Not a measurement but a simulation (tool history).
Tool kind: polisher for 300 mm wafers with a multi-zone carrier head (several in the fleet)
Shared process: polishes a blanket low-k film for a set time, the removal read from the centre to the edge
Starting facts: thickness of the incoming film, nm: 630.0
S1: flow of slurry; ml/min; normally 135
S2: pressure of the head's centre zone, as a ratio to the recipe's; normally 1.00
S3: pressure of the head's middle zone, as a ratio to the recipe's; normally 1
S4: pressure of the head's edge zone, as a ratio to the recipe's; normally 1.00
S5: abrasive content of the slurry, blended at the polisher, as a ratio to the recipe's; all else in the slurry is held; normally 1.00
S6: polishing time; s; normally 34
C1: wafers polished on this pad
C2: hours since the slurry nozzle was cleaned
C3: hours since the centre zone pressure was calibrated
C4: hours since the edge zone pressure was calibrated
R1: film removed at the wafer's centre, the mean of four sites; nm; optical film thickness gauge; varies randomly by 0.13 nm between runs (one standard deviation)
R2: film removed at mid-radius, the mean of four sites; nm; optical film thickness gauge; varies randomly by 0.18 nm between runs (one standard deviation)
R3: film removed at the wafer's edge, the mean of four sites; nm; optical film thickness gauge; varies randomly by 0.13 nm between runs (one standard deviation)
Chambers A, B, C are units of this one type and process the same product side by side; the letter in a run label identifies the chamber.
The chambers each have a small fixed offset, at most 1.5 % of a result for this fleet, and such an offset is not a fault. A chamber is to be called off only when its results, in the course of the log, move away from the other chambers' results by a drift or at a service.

| run | hour | S1 | S2 | S3 | S4 | S5 | S6 | C1 | C2 | C3 | C4 | R1 | R2 | R3 |
|---|---|---|---|---|---|---|---|---|---|---|---|---|---|---|
| 1C | 7.5 | 135 | 1.00 | 1 | 1.00 | 1.00 | 34 | 193 | 203.3 | 490.4 | 1148.0 | 18.610 | 18.432 | 18.425 |
| 2A | 16.5 | 135 | 1.00 | 1 | 1.00 | 1.00 | 34 | 307 | 313.5 | 303.3 | 965.3 | 18.611 | 18.721 | 18.789 |
|  | 22.2 | chamber B: worn pad replaced by a new one |
| 3B | 32.4 | 135 | 1.00 | 1 | 1.00 | 1.00 | 34 | 147 | 198.9 | 266.3 | 493.6 | 18.886 | 18.819 | 18.508 |
| 4A | 40.5 | 135 | 1.00 | 1 | 1.00 | 1.00 | 34 | 651 | 337.5 | 327.3 | 989.3 | 18.736 | 18.755 | 18.825 |
| 5C | 50.4 | 135 | 1.00 | 1 | 1.00 | 1.00 | 34 | 808 | 246.2 | 533.3 | 1190.9 | 18.827 | 18.490 | 18.588 |
|  | 62.0 | chamber C: edge zone pressure recalibrated |
| 6B | 62.5 | 135 | 1.00 | 1 | 1.00 | 1.00 | 34 | 579 | 229.0 | 296.4 | 523.7 | 18.895 | 18.832 | 18.814 |
|  | 70.3 | chamber C: worn pad replaced by a new one |
|  | 72.3 | chamber A: worn pad replaced by a new one |
| 7C | 78.3 | 135 | 1.00 | 1 | 1.00 | 1.00 | 34 | 115 | 274.1 | 561.2 | 16.4 | 18.361 | 18.716 | 18.778 |
| 8B | 92.8 | 135 | 1.00 | 1 | 1.00 | 1.00 | 34 | 1013 | 259.3 | 326.7 | 554.0 | 18.819 | 18.553 | 18.388 |
| 9A | 108.5 | 135 | 1.00 | 1 | 1.00 | 1.15 | 30 | 519 | 405.5 | 395.3 | 1057.3 | 17.643 | 17.434 | 17.548 |
|  | 112.5 | chamber B: worn pad replaced by a new one |
| 10B | 124.6 | 135 | 1.00 | 1 | 1.00 | 1.15 | 30 | 174 | 291.1 | 358.5 | 585.8 | 17.775 | 17.132 | 17.547 |
| 11C | 137.4 | 135 | 1.00 | 1 | 1.00 | 1.15 | 30 | 962 | 333.2 | 620.3 | 75.5 | 17.049 | 17.386 | 17.678 |
|  | 146.3 | chamber C: worn pad replaced by a new one |
| 12A | 150.6 | 135 | 1.00 | 1 | 1.00 | 1.00 | 34 | 1123 | 447.6 | 437.4 | 1099.4 | 19.041 | 18.742 | 18.733 |
|  | 152.0 | chamber A: worn pad replaced by a new one |
| 13A | 165.0 | 135 | 1.00 | 1 | 0.92 | 1.00 | 46 | 186 | 462.0 | 451.8 | 1113.8 | 25.717 | 25.104 | 24.447 |
| 14C | 176.0 | 135 | 1.00 | 1 | 0.92 | 1.00 | 46 | 426 | 371.8 | 658.9 | 114.1 | 24.296 | 25.336 | 24.478 |
| 15B | 185.1 | 135 | 1.00 | 1 | 0.92 | 1.00 | 46 | 1041 | 351.6 | 419.0 | 646.3 | 25.446 | 25.362 | 24.069 |
| 16B | 197.3 | 135 | 1.09 | 1 | 1.00 | 0.85 | 34 | 1216 | 363.8 | 431.2 | 658.5 | 19.151 | 17.250 | 16.863 |
| 17C | 206.8 | 135 | 1.09 | 1 | 1.00 | 0.85 | 34 | 868 | 402.6 | 689.7 | 144.9 | 17.582 | 17.426 | 17.510 |
| 18A | 221.9 | 135 | 1.09 | 1 | 1.00 | 0.85 | 34 | 1002 | 518.9 | 508.7 | 1170.7 | 19.089 | 17.638 | 17.425 |
|  | 229.6 | chamber C: worn pad replaced by a new one |
| 19C | 232.3 | 135 | 1.00 | 1 | 1.00 | 1.00 | 34 | 39 | 428.1 | 715.2 | 170.4 | 17.350 | 18.715 | 18.700 |
|  | 232.9 | chamber A: worn pad replaced by a new one |
| 20A | 241.5 | 110 | 1.00 | 1 | 1.00 | 1.00 | 44 | 124 | 538.5 | 528.3 | 1190.3 | 22.730 | 23.407 | 23.389 |

All 3 chambers run these settings next. Forecast each chamber's results:
| 21A | 253.3 | 135 | 1.00 | 1 | 1.00 | 1.10 | 34 |  |  |  |  | ? | ? | ? |
| 21B | 253.3 | 135 | 1.00 | 1 | 1.00 | 1.10 | 34 |  |  |  |  | ? | ? | ? |
| 21C | 253.3 | 135 | 1.00 | 1 | 1.00 | 1.10 | 34 |  |  |  |  | ? | ? | ? |

| run | R1 | R2 | R3 |
|---|---|---|---|
| 21A | 19.545 | 19.399 | 19.379 |
| 21B | 19.600 | 19.251 | 19.296 |
| 21C | 17.870 | 19.214 | 19.475 |

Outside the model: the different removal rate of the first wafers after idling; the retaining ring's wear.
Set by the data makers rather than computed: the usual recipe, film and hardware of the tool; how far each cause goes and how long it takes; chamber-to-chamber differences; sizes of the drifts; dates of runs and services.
